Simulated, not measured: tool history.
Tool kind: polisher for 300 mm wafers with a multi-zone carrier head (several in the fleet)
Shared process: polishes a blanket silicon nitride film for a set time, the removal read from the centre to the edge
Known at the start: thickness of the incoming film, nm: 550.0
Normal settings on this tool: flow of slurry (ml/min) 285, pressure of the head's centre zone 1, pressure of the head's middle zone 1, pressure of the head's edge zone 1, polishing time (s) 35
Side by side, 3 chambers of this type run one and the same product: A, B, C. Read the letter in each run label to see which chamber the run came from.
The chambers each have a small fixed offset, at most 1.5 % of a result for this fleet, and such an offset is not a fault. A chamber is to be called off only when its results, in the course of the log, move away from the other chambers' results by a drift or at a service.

run,hour,flow of slurry (ml/min),pressure of the head's centre zone,pressure of the head's middle zone,pressure of the head's edge zone,polishing time (s),film removed at the wafer's centre (Å),film removed at mid-radius (Å),film removed at the wafer's edge (Å)
# hour 8.7: chamber A: worn pad replaced by a new one
1A,14.5,285,1,1,1,35,568.62,580.41,568.95
# hour 16.3: chamber C: slurry nozzle cleaned
# hour 16.6: chamber B: worn pad replaced by a new one
2B,21.3,285,1,1,1,35,576.75,581.38,582.95
# hour 28: chamber C: worn pad replaced by a new one
3C,34.1,285,1,1,1,35,580.24,583.46,594.25
4B,41,285,1,1,1,35,592.29,577.19,595.66
5C,53.3,335,1.09,1,1,35,640.81,591.64,586.51
6A,63.2,335,1.09,1,1,35,650.34,591.45,585.47
# hour 66.2: chamber C: edge zone pressure recalibrated
7C,73.7,335,1.09,1,1,35,647.29,590.71,582.2
8B,82.5,285,1,1,1,35,579.74,581.56,580.5
# hour 87.7: chamber A: worn pad replaced by a new one
9A,90.1,285,1,1,1,35,586.51,582.69,586.2
# hour 97: chamber B: worn pad replaced by a new one
# hour 100: chamber C: worn pad replaced by a new one
10A,103.9,285,1,1,1,35,608.08,584.63,573.89
11C,113.5,285,1,1,1,35,568.49,581.83,586.75
12B,120,285,1,1,1,26,434.31,430.77,437.37
13C,129.4,285,1,1,1,26,424.25,433.5,433.33
14B,136.1,285,1,1,1,26,431.13,429.46,440.63
15A,148.2,285,1,1,1,35,595.7,584.73,571.17
16B,157.3,285,1,1,1,35,590.22,586.54,585.33
# hour 159.1: chamber A: worn pad replaced by a new one
# hour 163.2: chamber B: worn pad replaced by a new one
17C,165.1,285,1,1,1,35,566,581.36,588.23
18A,176.9,285,1.06,1,1,25,444.86,413.48,421.06
# hour 180.2: chamber C: worn pad replaced by a new one
19B,190.4,285,1.06,1,1,25,441.83,412.41,423.57
20A,199.9,285,1.06,1,1,25,448.97,413.95,416.75
21C,214.1,285,1,1,1,35,561.09,586.54,584.65
22A,222.6,285,1,1,1,35,604.35,587.76,580.49
# hour 224.9: chamber B: worn pad replaced by a new one
23B,229.1,285,1,1,1,35,590.42,574.47,583.13
# hour 230.4: chamber A: worn pad replaced by a new one
# hour 236.9: chamber B: slurry nozzle cleaned
24C,237.4,205,1,1,1,35,536.22,555.53,566.37
# hour 242.3: chamber C: worn pad replaced by a new one
25C,244.8,205,1,1,1,35,542.08,551.44,559.98
26A,251.3,205,1,1,1,35,559.51,558.87,560.56
27B,263.4,285,1,1,1,35,568.63,581.5,600.48
28C,269.9,285,1,1,1,35,574.46,586,587.38
# hour 270.1: chamber A: centre zone pressure recalibrated
29B,282.5,285,1,1,1,35,581.16,578.92,592.16
30A,290.1,285,1,1,1,35,576.05,586.3,579.45
# hour 294.2: chamber B: worn pad replaced by a new one
31A,298.4,285,1,1,1,35,579.06,582.09,574.42
# hour 300.4: chamber A: worn pad replaced by a new one
32B,312.1,285,1,1,1,35,578.93,580.56,605.61
33C,318.7,285,1,0.94,1,35,586.67,538.08,581.24
# hour 321.4: chamber C: worn pad replaced by a new one
34B,332.5,285,1,0.94,1,35,586.83,546.05,596.9
# hour 341.9: chamber A: edge zone pressure recalibrated
35A,347.3,285,1,0.94,1,35,581.23,545.81,578.58
36C,354.8,285,1,1,1,35,567.7,582.02,579.75

Is one chamber off against the others, does the gauge drift, or is nothing wrong? If a chamber is off, say which, and what the likeliest cause is.

Beyond each chamber's small constant offset nothing stands out, and the gauge stays steady.
